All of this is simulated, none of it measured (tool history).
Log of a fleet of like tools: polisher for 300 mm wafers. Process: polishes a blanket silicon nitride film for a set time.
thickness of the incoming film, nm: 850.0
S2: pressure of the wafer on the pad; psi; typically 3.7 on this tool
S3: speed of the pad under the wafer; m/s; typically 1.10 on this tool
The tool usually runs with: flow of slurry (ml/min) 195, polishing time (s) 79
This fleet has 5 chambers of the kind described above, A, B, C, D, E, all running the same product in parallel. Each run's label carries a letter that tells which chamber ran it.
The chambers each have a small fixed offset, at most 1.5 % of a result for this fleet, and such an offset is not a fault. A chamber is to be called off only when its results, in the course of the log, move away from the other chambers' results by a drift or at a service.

{"run": "1A", "hour": 5.4, "flow of slurry (ml/min)": 195, "S2": 3.7, "S3": 1.1, "polishing time (s)": 79, "film removed (Å)": 1670.3}
{"run": "2E", "hour": 9.0, "flow of slurry (ml/min)": 195, "S2": 3.7, "S3": 1.1, "polishing time (s)": 79, "film removed (Å)": 1630.3}
{"run": "3D", "hour": 12.1, "flow of slurry (ml/min)": 195, "S2": 3.7, "S3": 1.1, "polishing time (s)": 79, "film removed (Å)": 1616.3}
{"hour": 16.3, "done": "chamber E: worn pad replaced by a new one"}
{"run": "4C", "hour": 18.3, "flow of slurry (ml/min)": 195, "S2": 3.7, "S3": 1.1, "polishing time (s)": 79, "film removed (Å)": 1733.9}
{"run": "5B", "hour": 24.7, "flow of slurry (ml/min)": 195, "S2": 3.7, "S3": 0.78, "polishing time (s)": 53, "film removed (Å)": 836.51}
{"run": "6D", "hour": 28.8, "flow of slurry (ml/min)": 195, "S2": 3.7, "S3": 0.78, "polishing time (s)": 53, "film removed (Å)": 836.86}
{"run": "7C", "hour": 34.1, "flow of slurry (ml/min)": 195, "S2": 3.7, "S3": 0.78, "polishing time (s)": 53, "film removed (Å)": 861.18}
{"run": "8A", "hour": 37.2, "flow of slurry (ml/min)": 195, "S2": 3.7, "S3": 0.78, "polishing time (s)": 53, "film removed (Å)": 851.46}
{"hour": 40.6, "done": "chamber C: head pressure recalibrated"}
{"run": "9E", "hour": 41.2, "flow of slurry (ml/min)": 195, "S2": 3.7, "S3": 0.78, "polishing time (s)": 53, "film removed (Å)": 841.17}
{"run": "10B", "hour": 45.2, "flow of slurry (ml/min)": 195, "S2": 3.7, "S3": 1.1, "polishing time (s)": 79, "film removed (Å)": 1655.2}
{"run": "11D", "hour": 48.6, "flow of slurry (ml/min)": 195, "S2": 3.7, "S3": 1.1, "polishing time (s)": 79, "film removed (Å)": 1614.8}
{"hour": 48.8, "done": "chamber A: head pressure recalibrated"}
{"hour": 49.0, "done": "chamber C: worn pad replaced by a new one"}
{"hour": 49.5, "done": "chamber D: worn pad replaced by a new one"}
{"run": "12E", "hour": 53.2, "flow of slurry (ml/min)": 195, "S2": 3.7, "S3": 1.1, "polishing time (s)": 79, "film removed (Å)": 1654.7}
{"run": "13B", "hour": 58.9, "flow of slurry (ml/min)": 195, "S2": 3.7, "S3": 1.1, "polishing time (s)": 79, "film removed (Å)": 1646.7}
{"run": "14C", "hour": 63.6, "flow of slurry (ml/min)": 195, "S2": 3.7, "S3": 1.1, "polishing time (s)": 79, "film removed (Å)": 1691.4}
{"run": "15A", "hour": 68.7, "flow of slurry (ml/min)": 195, "S2": 3.7, "S3": 1.1, "polishing time (s)": 79, "film removed (Å)": 1657.9}
{"hour": 69.2, "done": "chamber A: worn pad replaced by a new one"}
{"hour": 71.3, "done": "chamber E: worn pad replaced by a new one"}
{"run": "16D", "hour": 72.5, "flow of slurry (ml/min)": 195, "S2": 3.7, "S3": 0.86, "polishing time (s)": 52, "film removed (Å)": 899.63}
{"run": "17A", "hour": 78.5, "flow of slurry (ml/min)": 195, "S2": 3.7, "S3": 0.86, "polishing time (s)": 52, "film removed (Å)": 881.27}
{"run": "18E", "hour": 84.7, "flow of slurry (ml/min)": 195, "S2": 3.7, "S3": 0.86, "polishing time (s)": 52, "film removed (Å)": 885.84}
{"run": "19B", "hour": 88.3, "flow of slurry (ml/min)": 195, "S2": 3.7, "S3": 0.86, "polishing time (s)": 52, "film removed (Å)": 862.69}
{"run": "20C", "hour": 91.9, "flow of slurry (ml/min)": 195, "S2": 3.7, "S3": 0.86, "polishing time (s)": 52, "film removed (Å)": 914.31}
{"run": "21B", "hour": 97.6, "flow of slurry (ml/min)": 195, "S2": 3.7, "S3": 1.1, "polishing time (s)": 79, "film removed (Å)": 1631.3}
{"run": "22A", "hour": 102.5, "flow of slurry (ml/min)": 195, "S2": 3.7, "S3": 1.1, "polishing time (s)": 79, "film removed (Å)": 1653.5}
{"run": "23C", "hour": 107.7, "flow of slurry (ml/min)": 195, "S2": 3.7, "S3": 1.1, "polishing time (s)": 79, "film removed (Å)": 1652.2}
{"run": "24D", "hour": 114.0, "flow of slurry (ml/min)": 195, "S2": 3.7, "S3": 1.1, "polishing time (s)": 79, "film removed (Å)": 1603.7}
{"hour": 117.6, "done": "chamber D: worn pad replaced by a new one"}
{"run": "25E", "hour": 118.1, "flow of slurry (ml/min)": 195, "S2": 3.7, "S3": 1.1, "polishing time (s)": 79, "film removed (Å)": 1650.5}
{"hour": 120.4, "done": "chamber C: worn pad replaced by a new one"}
{"hour": 122.3, "done": "chamber E: worn pad replaced by a new one"}
{"run": "26A", "hour": 124.8, "flow of slurry (ml/min)": 195, "S2": 3.7, "S3": 1.1, "polishing time (s)": 79, "film removed (Å)": 1645.4}
{"run": "27C", "hour": 131.0, "flow of slurry (ml/min)": 195, "S2": 3.7, "S3": 1.1, "polishing time (s)": 79, "film removed (Å)": 1709.5}
{"run": "28B", "hour": 135.6, "flow of slurry (ml/min)": 195, "S2": 3.7, "S3": 1.1, "polishing time (s)": 79, "film removed (Å)": 1582.2}
{"run": "29D", "hour": 142.1, "flow of slurry (ml/min)": 195, "S2": 3.7, "S3": 1.1, "polishing time (s)": 79, "film removed (Å)": 1645.7}
{"run": "30E", "hour": 146.8, "flow of slurry (ml/min)": 195, "S2": 3.7, "S3": 1.1, "polishing time (s)": 79, "film removed (Å)": 1664.9}
{"hour": 152.4, "done": "chamber A: worn pad replaced by a new one"}
{"run": "31E", "hour": 152.9, "flow of slurry (ml/min)": 195, "S2": 3.7, "S3": 1.1, "polishing time (s)": 79, "film removed (Å)": 1660.3}
{"run": "32A", "hour": 157.9, "flow of slurry (ml/min)": 195, "S2": 3.7, "S3": 1.1, "polishing time (s)": 79, "film removed (Å)": 1626.6}
{"run": "33B", "hour": 161.2, "flow of slurry (ml/min)": 195, "S2": 3.7, "S3": 1.1, "polishing time (s)": 79, "film removed (Å)": 1558.9}
{"hour": 165.6, "done": "chamber C: slurry nozzle cleaned"}
{"hour": 165.6, "done": "chamber E: worn pad replaced by a new one"}
{"run": "34C", "hour": 166.7, "flow of slurry (ml/min)": 195, "S2": 3.7, "S3": 1.1, "polishing time (s)": 79, "film removed (Å)": 1669.8}
{"run": "35D", "hour": 171.3, "flow of slurry (ml/min)": 195, "S2": 3.7, "S3": 1.1, "polishing time (s)": 79, "film removed (Å)": 1613.3}
{"run": "36B", "hour": 176.3, "flow of slurry (ml/min)": 195, "S2": 3.7, "S3": 1.32, "polishing time (s)": 79, "film removed (Å)": 1772.4}
{"hour": 178.6, "done": "chamber D: worn pad replaced by a new one"}
{"run": "37D", "hour": 180.7, "flow of slurry (ml/min)": 195, "S2": 3.7, "S3": 1.32, "polishing time (s)": 79, "film removed (Å)": 1915.7}
{"run": "38E", "hour": 185.3, "flow of slurry (ml/min)": 195, "S2": 3.7, "S3": 1.32, "polishing time (s)": 79, "film removed (Å)": 1921.5}
{"run": "39C", "hour": 189.8, "flow of slurry (ml/min)": 195, "S2": 3.7, "S3": 1.32, "polishing time (s)": 79, "film removed (Å)": 1937.0}
{"run": "40A", "hour": 193.6, "flow of slurry (ml/min)": 195, "S2": 3.7, "S3": 1.32, "polishing time (s)": 79, "film removed (Å)": 1885.6}

The same settings go to every chamber for the next run, one line per chamber below. Forecast the results for each:
{"run": "41A", "hour": 198.6, "flow of slurry (ml/min)": 195, "S2": 3.7, "S3": 1.1, "polishing time (s)": 79, "film removed (Å)": "?"}
{"run": "41B", "hour": 198.6, "flow of slurry (ml/min)": 195, "S2": 3.7, "S3": 1.1, "polishing time (s)": 79, "film removed (Å)": "?"}
{"run": "41C", "hour": 198.6, "flow of slurry (ml/min)": 195, "S2": 3.7, "S3": 1.1, "polishing time (s)": 79, "film removed (Å)": "?"}
{"run": "41D", "hour": 198.6, "flow of slurry (ml/min)": 195, "S2": 3.7, "S3": 1.1, "polishing time (s)": 79, "film removed (Å)": "?"}
{"run": "41E", "hour": 198.6, "flow of slurry (ml/min)": 195, "S2": 3.7, "S3": 1.1, "polishing time (s)": 79, "film removed (Å)": "?"}

run=41A film_removed_(Å)=1682.10
run=41B film_removed_(Å)=1489.40
run=41C film_removed_(Å)=1692.10
run=41D film_removed_(Å)=1626.00
run=41E film_removed_(Å)=1667.80
